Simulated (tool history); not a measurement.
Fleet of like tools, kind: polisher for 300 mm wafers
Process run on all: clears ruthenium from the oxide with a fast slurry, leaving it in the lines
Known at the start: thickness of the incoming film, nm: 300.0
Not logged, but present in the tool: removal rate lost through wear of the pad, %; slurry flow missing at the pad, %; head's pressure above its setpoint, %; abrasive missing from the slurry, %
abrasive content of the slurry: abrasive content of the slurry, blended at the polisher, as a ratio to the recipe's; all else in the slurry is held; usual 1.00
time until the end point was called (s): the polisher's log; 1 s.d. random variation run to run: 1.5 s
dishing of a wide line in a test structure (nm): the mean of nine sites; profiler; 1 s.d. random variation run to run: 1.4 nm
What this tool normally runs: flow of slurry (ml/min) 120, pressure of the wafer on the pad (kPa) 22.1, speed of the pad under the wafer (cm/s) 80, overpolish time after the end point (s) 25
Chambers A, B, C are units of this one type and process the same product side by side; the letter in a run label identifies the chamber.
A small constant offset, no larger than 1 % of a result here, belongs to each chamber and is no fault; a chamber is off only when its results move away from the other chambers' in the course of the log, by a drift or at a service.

run   hour  flow of slurry (ml/min)  pressure of the wafer on the pad (kPa)  speed of the pad under the wafer (cm/s)  abrasive content of the slurry  overpolish time after the end point (s)  wafers polished on this pad  hours since the slurry nozzle was cleaned  hours since the head pressure was calibrated  hours since the slurry blender was calibrated  time until the end point was called (s)  dishing of a wide line in a test structure (nm)
 1A    7.7                      120                                    22.1                                       80                            1.00                                       25                          454                                      335.4                                         106.0                                           68.3                                   94.890                                           58.747
       8.1  -- chamber C: slurry blender recalibrated
 2C   20.5                      120                                    22.1                                       80                            1.00                                       25                          536                                      690.7                                         243.8                                           12.4                                   91.662                                           58.949
 3B   27.6                      120                                    22.1                                       80                            1.00                                       25                          939                                      502.7                                         468.2                                          227.3                                   91.361                                           55.926
      31.1  -- chamber A: slurry nozzle cleaned
      33.8  -- chamber B: worn pad replaced by a new one
 4A   35.4                      120                                    22.1                                       80                            1.00                                       25                          636                                        4.4                                         133.7                                           96.0                                   93.721                                           58.221
 5B   42.1                      120                                    22.1                                       80                            1.00                                       25                           54                                      517.2                                         482.7                                          241.8                                   92.151                                           56.800
 6C   53.5                      120                                    22.1                                       80                            1.00                                       25                          753                                      723.7                                         276.8                                           45.4                                   95.639                                           58.329
      59.7  -- chamber A: worn pad replaced by a new one
 7B   67.2                      120                                    22.1                                       80                            1.00                                       25                          219                                      542.3                                         507.8                                          266.9                                   91.329                                           58.528
 8A   75.4                      120                                    22.1                                       80                            1.00                                       25                          103                                       44.4                                         173.7                                          136.0                                   95.135                                           56.078
      83.0  -- chamber A: slurry blender recalibrated
 9C   85.5                      120                                    22.1                                       80                            1.00                                       25                          963                                      755.7                                         308.8                                           77.4                                   96.166                                           59.110
10A   98.8                      120                                    22.1                                       80                            1.00                                       25                          256                                       67.8                                         197.1                                           15.8                                   96.643                                           57.926
     102.1  -- chamber C: head pressure recalibrated
     105.6  -- chamber B: slurry nozzle cleaned
11C  106.6                      120                                    22.1                                       80                            1.00                                       25                         1101                                      776.8                                           4.6                                           98.5                                   96.477                                           58.587
     113.9  -- chamber C: slurry nozzle cleaned
12B  118.4                      120                                    22.1                                       80                            1.00                                       25                          555                                       12.8                                         559.0                                          318.1                                   93.627                                           58.366
13A  124.7                      120                                    22.1                                       80                            1.00                                       25                          426                                       93.7                                         223.0                                           41.7                                   96.587                                           60.956
14B  133.2                      120                                    22.1                                       80                            1.00                                       25                          652                                       27.6                                         573.8                                          332.9                                   93.440                                           57.614
15C  144.2                      120                                    22.1                                       80                            1.00                                       25                         1348                                       30.3                                          42.2                                          136.1                                   95.936                                           57.919
16C  154.9                      120                                    22.1                                       80                            1.00                                       25                         1419                                       41.0                                          52.9                                          146.8                                   94.353                                           57.767
17A  168.4                      120                                    22.1                                       80                            1.00                                       25                          713                                      137.4                                         266.7                                           85.4                                   95.667                                           57.284
     174.1  -- chamber A: worn pad replaced by a new one
     174.4  -- chamber C: slurry blender recalibrated
18B  177.1                      120                                    22.1                                       80                            1.00                                       25                          941                                       71.5                                         617.7                                          376.8                                   91.986                                           57.157
     178.6  -- chamber B: worn pad replaced by a new one
19B  185.9                      120                                    17.2                                       80                            1.20                                       25                           48                                       80.3                                         626.5                                          385.6                                  112.480                                           52.947
20C  199.8                      120                                    17.2                                       80                            1.20                                       25                         1713                                       85.9                                          97.8                                           25.5                                  114.640                                           48.788
21A  208.1                      120                                    17.2                                       80                            1.20                                       25                          223                                      177.1                                         306.4                                          125.1                                  111.460                                           52.866
     209.7  -- chamber B: slurry blender recalibrated
     210.2  -- chamber A: slurry blender recalibrated
22A  221.5                      120                                    22.1                                       80                            1.00                                       25                          311                                      190.5                                         319.8                                           11.3                                   94.389                                           57.292
     224.9  -- chamber B: head pressure recalibrated
23B  228.8                      120                                    22.1                                       80                            1.00                                       25                          330                                      123.2                                           3.9                                           19.1                                   93.105                                           56.868
24C  241.6                      120                                    22.1                                       80                            1.00                                       25                         1988                                      127.7                                         139.6                                           67.3                                   96.345                                           55.972
25A  251.9                      120                                    22.1                                       80                            1.00                                       25                          511                                      220.9                                         350.2                                           41.7                                   95.210                                           61.856
26C  258.9                      120                                    22.1                                       80                            1.00                                       25                         2101                                      145.0                                         156.9                                           84.6                                   97.027                                           56.508
27B  265.3                      120                                    22.1                                       80                            1.00                                       25                          569                                      159.7                                          40.4                                           55.6                                   90.582                                           57.610
28C  277.8                      120                                    22.1                                       80                            1.00                                       25                         2225                                      163.9                                         175.8                                          103.5                                   98.365                                           56.720
29B  285.6                      120                                    22.1                                       80                            0.75                                       25                          703                                      180.0                                          60.7                                           75.9                                  109.370                                           53.334
     289.4  -- chamber A: worn pad replaced by a new one
30A  295.7                      120                                    22.1                                       80                            0.75                                       25                           41                                      264.7                                         394.0                                           85.5                                  109.350                                           52.328
31B  303.1                      120                                    22.1                                       80                            0.75                                       25                          818                                      197.5                                          78.2                                           93.4                                  104.570                                           52.537
     309.9  -- chamber B: worn pad replaced by a new one
32A  315.9                      120                                    22.1                                       80                            1.00                                       25                          174                                      284.9                                         414.2                                          105.7                                   94.724                                           57.666
33C  328.8                      145                                    22.1                                       80                            1.00                                       20                         2560                                      214.9                                         226.8                                          154.5                                   96.578                                           47.174
34A  339.7                      145                                    22.1                                       80                            1.00                                       20                          330                                      308.7                                         438.0                                          129.5                                   92.574                                           49.204
35B  346.3                      145                                    22.1                                       80                            1.00                                       20                          239                                      240.7                                         121.4                                          136.6                                   88.515                                           50.045
     346.4  -- chamber C: slurry blender recalibrated
36C  360.0                      120                                    22.1                                       80                            1.00                                       25                         2765                                      246.1                                         258.0                                           13.6                                  102.180                                           54.416
37C  371.6                      120                                    22.1                                       80                            1.00                                       25                         2841                                      257.7                                         269.6                                           25.2                                   99.261                                           55.741
38B  382.1                      120                                    22.1                                       80                            1.00                                       25                          474                                      276.5                                         157.2                                          172.4                                   92.829                                           56.280

Is one chamber out of step, is the gauge drifting, or do the chambers differ by no more than their own small offsets? For an off chamber, give its letter and the likeliest cause.

Little by little, chamber C moves away from the other chambers.
What lies behind it: removal rate lost through wear of the pad, % = 9.17.

Below are 4 candidate recipes for chamber C's next run, each the usual settings with a change, their results shown as question marks. Which of them brings C's results back in line with what the other chambers give on the usual settings?
Maximum distance from the other chambers' mean on the usual settings for a result to count as in line: time until the end point was called (s) 5.300; dishing of a wide line in a test structure (nm) 5.000
39C-1  392.1                      120                                    20.0                                       74                            0.95                                       25                                                                                                                                                                                                             ?                                                ?
39C-2  392.1                      120                                    21.4                                       76                            1.00                                       25                                                                                                                                                                                                             ?                                                ?
39C-3  392.1                      120                                    22.8                                       84                            1.00                                       25                                                                                                                                                                                                             ?                                                ?
39C-4  392.1                      120                                    24.1                                       86                            1.05                                       25                                                                                                                                                                                                             ?                                                ?

Other chambers, usual settings, mean: time until the end point was called (s) 94.070; dishing of a wide line in a test structure (nm) 57.871
  run  time until the end point was called (s)  dishing of a wide line in a test structure (nm)
39C-1                                  126.060                                           45.830
39C-2                                  112.020                                           50.511
39C-3                                   95.143                                           57.554
39C-4                                   85.654                                           62.424
39C-3 puts the chamber back in line with the other chambers.
